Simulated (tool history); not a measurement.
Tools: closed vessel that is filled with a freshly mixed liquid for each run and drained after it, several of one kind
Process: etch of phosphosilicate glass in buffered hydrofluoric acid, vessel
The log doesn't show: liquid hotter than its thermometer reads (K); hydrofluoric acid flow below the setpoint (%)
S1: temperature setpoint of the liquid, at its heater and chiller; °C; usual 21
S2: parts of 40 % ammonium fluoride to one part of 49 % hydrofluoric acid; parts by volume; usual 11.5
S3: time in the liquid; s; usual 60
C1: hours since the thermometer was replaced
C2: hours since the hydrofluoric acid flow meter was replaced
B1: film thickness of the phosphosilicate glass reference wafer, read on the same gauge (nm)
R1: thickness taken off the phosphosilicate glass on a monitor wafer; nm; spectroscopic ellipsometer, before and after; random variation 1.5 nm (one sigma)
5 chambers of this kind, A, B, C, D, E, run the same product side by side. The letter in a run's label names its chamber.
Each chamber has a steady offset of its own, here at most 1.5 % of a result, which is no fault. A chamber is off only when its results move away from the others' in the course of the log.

| run | hour | S1 | S2 | S3 | C1 | C2 | B1 | R1 |
|---|---|---|---|---|---|---|---|---|
| 1D | 3.5 | 21 | 11.5 | 60 | 721.7 | 156.5 | 90 | 188.1 |
| 2E | 7.3 | 21 | 11.5 | 60 | 1218.4 | 171.3 | 89.983 | 190.58 |
| 3C | 10.4 | 21 | 11.5 | 60 | 402.3 | 560.9 | 89.963 | 192.83 |
| 4A | 13 | 21 | 11.5 | 60 | 431.6 | 928.2 | 89.99 | 189.75 |
| 5B | 15.5 | 21 | 11.5 | 60 | 310.7 | 437.7 | 89.986 | 191.53 |
| 6D | 19.1 | 21 | 11.5 | 60 | 737.3 | 172.1 | 90.029 | 191.99 |
| 7C | 23.2 | 21 | 11.5 | 60 | 415.1 | 573.7 | 89.987 | 192.8 |
| 8A | 25.8 | 21 | 11.5 | 60 | 444.4 | 941 | 90.011 | 189.28 |
| 9E | 28.5 | 21 | 11.5 | 60 | 1239.6 | 192.5 | 89.998 | 191.99 |
| 10B | 31.9 | 21 | 11.5 | 60 | 327.1 | 454.1 | 90.018 | 190.71 |
| 11D | 35.5 | 21 | 11.5 | 60 | 753.7 | 188.5 | 89.996 | 194.3 |
| 12A | 39.2 | 21 | 11.5 | 60 | 457.8 | 954.4 | 89.996 | 191.56 |
| 13E | 42 | 21 | 11.5 | 60 | 1253.1 | 206 | 90.002 | 192.9 |
| 14B | 44.2 | 21 | 11.5 | 60 | 339.4 | 466.4 | 90.028 | 188.22 |
| 15C | 46.2 | 21 | 11.5 | 60 | 438.1 | 596.7 | 90.004 | 194.09 |
| 16E | 50 | 21 | 11.5 | 60 | 1261.1 | 214 | 90.007 | 191.11 |
| 17B | 53.1 | 21 | 11.5 | 60 | 348.3 | 475.3 | 90.009 | 191.09 |
| 18D | 55.2 | 21 | 11.5 | 60 | 773.4 | 208.2 | 89.967 | 189.8 |
| 19C | 58.7 | 18 | 11.5 | 35 | 450.6 | 609.2 | 90.004 | 95.177 |
| 20A | 63.2 | 18 | 11.5 | 35 | 481.8 | 978.4 | 90.002 | 93.879 |
| 21A | 65.6 | 18 | 11.5 | 35 | 484.2 | 980.8 | 89.988 | 94.064 |
| 22E | 68.6 | 18 | 11.5 | 35 | 1279.7 | 232.6 | 89.99 | 93.169 |
| 23B | 71.4 | 18 | 11.5 | 35 | 366.6 | 493.6 | 90.023 | 93.222 |
| 24D | 75.6 | 19 | 13.5 | 60 | 793.8 | 228.6 | 89.958 | 151.98 |
| 25C | 79.8 | 19 | 13.5 | 60 | 471.7 | 630.3 | 89.988 | 148.38 |
| 26B | 81.8 | 19 | 13.5 | 60 | 377 | 504 | 90.025 | 145.25 |
| 27D | 84.6 | 19 | 13.5 | 60 | 802.8 | 237.6 | 90.021 | 153.94 |
| 28C | 87.5 | 19 | 13.5 | 60 | 479.4 | 638 | 89.959 | 147.45 |
| 29E | 89.5 | 21 | 11.5 | 60 | 1300.6 | 253.5 | 90.024 | 190.69 |
| 30A | 91.8 | 21 | 11.5 | 60 | 510.4 | 1007 | 90.002 | 188.35 |
| 31E | 94.7 | 21 | 11.5 | 60 | 1305.8 | 258.7 | 89.997 | 192.78 |
| 32A | 97 | 21 | 11.5 | 80 | 515.6 | 1012.2 | 90.013 | 253.33 |
| 33B | 100.9 | 21 | 11.5 | 80 | 396.1 | 523.1 | 90.061 | 251.05 |
| 34D | 104.4 | 21 | 11.5 | 80 | 822.6 | 257.4 | 90.012 | 276.19 |
| 35C | 108.2 | 21 | 11.5 | 80 | 500.1 | 658.7 | 90.012 | 259.1 |
| 36B | 110.2 | 21 | 11.5 | 80 | 405.4 | 532.4 | 89.988 | 254.77 |
| 37D | 114.3 | 21 | 11.5 | 60 | 832.5 | 267.3 | 89.991 | 209.23 |
| 38A | 117.8 | 21 | 11.5 | 60 | 536.4 | 1033 | 90.014 | 192.68 |
| 39C | 120.5 | 18.5 | 11.5 | 35 | 512.4 | 671 | 90.006 | 98.43 |
| 40E | 122.8 | 18.5 | 11.5 | 35 | 1333.9 | 286.8 | 90.018 | 96.504 |
| 41D | 127.1 | 18.5 | 11.5 | 35 | 845.3 | 280.1 | 90.021 | 107.26 |
| 42C | 129.3 | 18.5 | 11.5 | 35 | 521.2 | 679.8 | 89.998 | 97.842 |

Next, every chamber runs the same settings. What will each give?
| 43A | 132.6 | 25 | 11.5 | 60 |  |  |  | ? |
| 43B | 132.6 | 25 | 11.5 | 60 |  |  |  | ? |
| 43C | 132.6 | 25 | 11.5 | 60 |  |  |  | ? |
| 43D | 132.6 | 25 | 11.5 | 60 |  |  |  | ? |
| 43E | 132.6 | 25 | 11.5 | 60 |  |  |  | ? |

| run | R1 |
|---|---|
| 43A | 235.9 |
| 43B | 236.88 |
| 43C | 240.31 |
| 43D | 267.97 |
| 43E | 239.68 |
